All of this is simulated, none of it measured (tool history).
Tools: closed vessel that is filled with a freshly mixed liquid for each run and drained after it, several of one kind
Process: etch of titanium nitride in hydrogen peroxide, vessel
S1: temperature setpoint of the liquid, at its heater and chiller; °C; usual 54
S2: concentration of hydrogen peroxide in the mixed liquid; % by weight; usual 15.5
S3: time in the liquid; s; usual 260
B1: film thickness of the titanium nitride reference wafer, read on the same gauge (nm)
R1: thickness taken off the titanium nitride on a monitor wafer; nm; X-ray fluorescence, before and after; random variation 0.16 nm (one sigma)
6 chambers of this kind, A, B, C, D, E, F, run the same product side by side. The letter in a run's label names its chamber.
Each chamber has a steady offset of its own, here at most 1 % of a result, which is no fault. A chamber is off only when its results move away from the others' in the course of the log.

run     day    S1    S2   S3      B1      R1
 1E   0.367    54  15.5  260  80.004  20.872
 2A   0.679    54  15.5  260  80.031  20.677
 3D   1.029    54  15.5  260  79.953  20.898
 4C   1.321    54  15.5  260  79.992  20.958
 5B   1.796    54  15.5  260  79.976  20.607
 6F   2.067    54  15.5  260   79.98  21.044
      2.158  -- chamber B: peroxide flow meter replaced
 7F   2.496    54  15.5  260  80.058  20.752
 8C   2.871    54  15.5  260  79.983  20.898
 9B   3.167    57  15.5  325  79.999  32.172
10D   3.633    57  15.5  325  80.019  32.261
11E   4.108    57  15.5  325  79.971  32.565
12A   4.504    57  15.5  325  79.989  31.904
13C   4.929    57  15.5  325  79.997  32.248
      5.012  -- chamber D: new drum of peroxide connected
14D   5.267    57  15.5  325  80.003   32.42
15A   5.529    54  15.5  335  80.018  26.458
      5.692  -- chamber F: new drum of peroxide connected
16B   5.792    54  15.5  335  79.985  26.349
17F   6.004    54  15.5  335  79.996  26.504
18E   6.433    54  15.5  335  80.004  27.146
19C   6.762    54  15.5  335  80.043  27.274
20A   7.096    54  15.5  335  79.978  26.789
21E   7.575    54  15.5  260  80.006  21.427
22D   7.879    54  15.5  260  79.941  20.777
23B   8.104    54  15.5  260  79.993  20.557
      8.438  -- chamber C: thermometer replaced
24F   8.492    54  15.5  260  80.009  20.963
25F   8.875    54  15.5  260  80.035  20.814
26E   9.192    50  15.5  355  80.019  21.403
27B   9.488    50  15.5  355  79.986  21.168
28D   9.762    50  15.5  355  80.003  21.566
29C  10.092    50  15.5  355  79.948  21.391
30A  10.517    50  15.5  355  79.953  21.454
31B  10.871    50  15.5  355  79.962  20.935
32E  11.238    54  15.5  260  80.014  20.882
33F  11.692  50.5  15.5  355  80.001  22.233
34D  11.917  50.5  15.5  355  80.047  22.114
35A  12.129  50.5  15.5  355  80.007   21.76
36C   12.45  50.5  15.5  355  79.952   22.44
37D  12.896  50.5  15.5  355  79.998  22.486
38C  13.317  50.5  15.5  355  80.002  22.401
39E  13.546    54  15.5  260   80.04  20.783
40B  13.888    54  15.5  260  79.983  20.056
41A  14.117    54  15.5  260  79.972  20.513
42F  14.525    54  15.5  260  80.031  20.704
43D  14.733    49    12  260  80.004   13.93
44A  15.212    49    12  260  80.018  13.563

All 6 chambers run these settings next. Forecast each chamber's results:
45A  15.554  54  15.5  260       ?
45B  15.554  54  15.5  260       ?
45C  15.554  54  15.5  260       ?
45D  15.554  54  15.5  260       ?
45E  15.554  54  15.5  260       ?
45F  15.554  54  15.5  260       ?

run      R1
45A  20.544
45B  20.057
45C  21.064
45D  20.918
45E  21.116
45F  20.647
